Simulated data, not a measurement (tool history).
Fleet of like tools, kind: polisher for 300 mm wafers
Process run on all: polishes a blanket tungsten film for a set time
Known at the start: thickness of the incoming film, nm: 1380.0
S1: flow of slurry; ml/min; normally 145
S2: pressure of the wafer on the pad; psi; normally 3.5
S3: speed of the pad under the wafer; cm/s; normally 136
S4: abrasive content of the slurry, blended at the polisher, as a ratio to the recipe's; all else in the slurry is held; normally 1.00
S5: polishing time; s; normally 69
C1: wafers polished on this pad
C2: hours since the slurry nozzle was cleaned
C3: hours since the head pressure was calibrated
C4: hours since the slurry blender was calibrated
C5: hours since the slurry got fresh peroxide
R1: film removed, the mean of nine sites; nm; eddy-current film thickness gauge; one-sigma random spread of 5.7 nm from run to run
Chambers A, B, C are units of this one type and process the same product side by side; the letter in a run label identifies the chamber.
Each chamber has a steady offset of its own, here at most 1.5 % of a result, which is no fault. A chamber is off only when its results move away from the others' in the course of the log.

run   hour   S1   S2   S3    S4  S5   C1     C2     C3     C4     C5      R1
       3.5  -- chamber C: slurry tank refilled with fresh slurry and peroxide
       5.4  -- chamber A: slurry tank refilled with fresh slurry and peroxide
 1A    9.8  145  3.5  136  1.00  69  191  737.6  586.5  166.8    4.4  390.23
       9.9  -- chamber A: head pressure recalibrated
 2B   15.5  145  3.5  136  1.00  69  468  459.2   22.0  229.4  121.0  392.45
 3C   21.1  145  3.5  136  1.00  69  235  535.5  237.9  149.7   17.6  387.12
 4A   28.2  145  3.5  136  1.00  69  354  756.0   18.3  185.2   22.8  384.47
      31.0  -- chamber B: worn pad replaced by a new one
 5C   39.1  145  3.5  136  1.00  69  395  553.5  255.9  167.7   35.6  386.58
      44.6  -- chamber A: slurry nozzle cleaned
 6B   48.9  145  3.5  136  1.00  69  159  492.6   55.4  262.8  154.4  376.81
 7C   56.3  145  3.5  136  1.00  69  547  570.7  273.1  184.9   52.8  373.66
 8B   63.6  145  3.5  136  1.00  69  289  507.3   70.1  277.5  169.1  393.99
      66.2  -- chamber B: slurry tank refilled with fresh slurry and peroxide
      74.2  -- chamber A: worn pad replaced by a new one
 9A   74.9  145  3.5  136  1.00  69    6   30.3   65.0  231.9   69.5  385.44
      81.7  -- chamber C: slurry tank refilled with fresh slurry and peroxide
      82.4  -- chamber C: worn pad replaced by a new one
      85.2  -- chamber A: slurry blender recalibrated
10B   86.6  145  3.5  136  1.00  69  493  530.3   93.1  300.5   20.5  388.36
11A   97.8  145  3.5  136  1.00  69  209   53.2   87.9   12.6   92.4  391.94
     100.0  -- chamber C: slurry nozzle cleaned
     102.5  -- chamber B: worn pad replaced by a new one
     104.5  -- chamber A: slurry tank refilled with fresh slurry and peroxide
12C  109.2  145  3.5  136  1.00  69  237    9.2  326.0  237.8   27.6  393.53
13C  120.5  145  3.5  136  0.85  69  338   20.5  337.3  249.1   38.9  363.13
14B  129.9  145  3.5  136  0.85  69  243  573.6  136.4  343.8   63.8  363.74
15A  140.6  145  3.5  136  0.85  69  588   96.0  130.7   55.4   36.1  376.41
     143.3  -- chamber A: worn pad replaced by a new one
16A  151.4  145  3.5  136  1.00  69   72  106.8  141.5   66.2   46.9  380.64
17C  163.0  145  3.5  136  1.00  69  714   63.0  379.8  291.6   81.4  381.26
     167.9  -- chamber C: worn pad replaced by a new one
     170.4  -- chamber B: worn pad replaced by a new one
     170.6  -- chamber C: slurry tank refilled with fresh slurry and peroxide
18B  174.4  145  3.5  136  1.00  69   35  618.1  180.9  388.3  108.3  382.21
19A  181.2  145  3.5  136  1.00  69  336  136.6  171.3   96.0   76.7  385.11
     186.3  -- chamber A: slurry tank refilled with fresh slurry and peroxide
20C  187.6  145  3.5  136  1.00  69  175   87.6  404.4  316.2   17.0  382.45
     190.5  -- chamber B: slurry nozzle cleaned
21B  193.7  145  4.1   92  1.00  69  206    3.3  200.2  407.6  127.6  311.91
22A  202.1  145  4.1   92  1.00  69  521  157.5  192.2  116.9   15.8  312.28
23C  212.3  145  4.1   92  1.00  69  393  112.3  429.1  340.9   41.7  296.37
24B  220.7  100  3.5  136  1.00  55  445   30.3  227.2  434.6  154.6  291.53
25B  230.3  100  3.5  136  1.00  55  531   39.9  236.8  444.2  164.2  291.57
     234.8  -- chamber A: worn pad replaced by a new one
26C  240.9  100  3.5  136  1.00  55  647  140.9  457.7  369.5   70.3  281.38
     247.2  -- chamber C: worn pad replaced by a new one
27A  249.0  145  3.5  136  1.00  69  126  204.4  239.1  163.8   62.7  380.85
28C  255.0  145  3.5  136  1.00  69   69  155.0  471.8  383.6   84.4  381.57
     257.2  -- chamber C: slurry tank refilled with fresh slurry and peroxide
     258.7  -- chamber B: slurry tank refilled with fresh slurry and peroxide
     259.6  -- chamber B: worn pad replaced by a new one
29B  266.4  145  3.5  136  1.00  69   60   76.0  272.9  480.3    7.8  385.19
30A  275.7  165  3.5  136  1.00  69  363  231.1  265.8  190.5   89.4  400.70
     276.4  -- chamber C: slurry blender recalibrated
31A  280.9  165  3.5  136  1.00  69  409  236.3  271.0  195.7   94.6  389.46
     282.9  -- chamber A: slurry tank refilled with fresh slurry and peroxide
     283.6  -- chamber B: slurry blender recalibrated
32C  290.0  165  3.5  136  1.00  69  379  190.0  506.8   13.7   32.9  396.18
33B  299.7  145  3.5  136  1.00  69  355  109.3  306.2   16.2   41.1  383.52
34C  304.8  145  3.5  136  1.00  60  511  204.8  521.6   28.5   47.7  341.87
     311.2  -- chamber A: worn pad replaced by a new one
35A  312.5  145  3.5  136  1.00  60   11  267.9  302.6  227.3   29.7  328.04
36B  319.9  145  3.5  136  1.00  60  534  129.5  326.4   36.4   61.3  333.60
37A  330.8  145  3.5  136  1.00  69  174  286.2  320.9  245.6   48.0  384.78

For the next run the whole fleet of 3 chambers uses the same settings. Give each chamber's results:
38A  339.3  180  3.5  136  1.00  69                       ?
38B  339.3  180  3.5  136  1.00  69                       ?
38C  339.3  180  3.5  136  1.00  69                       ?

run      R1
38A  394.64
38B  404.85
38C  390.87
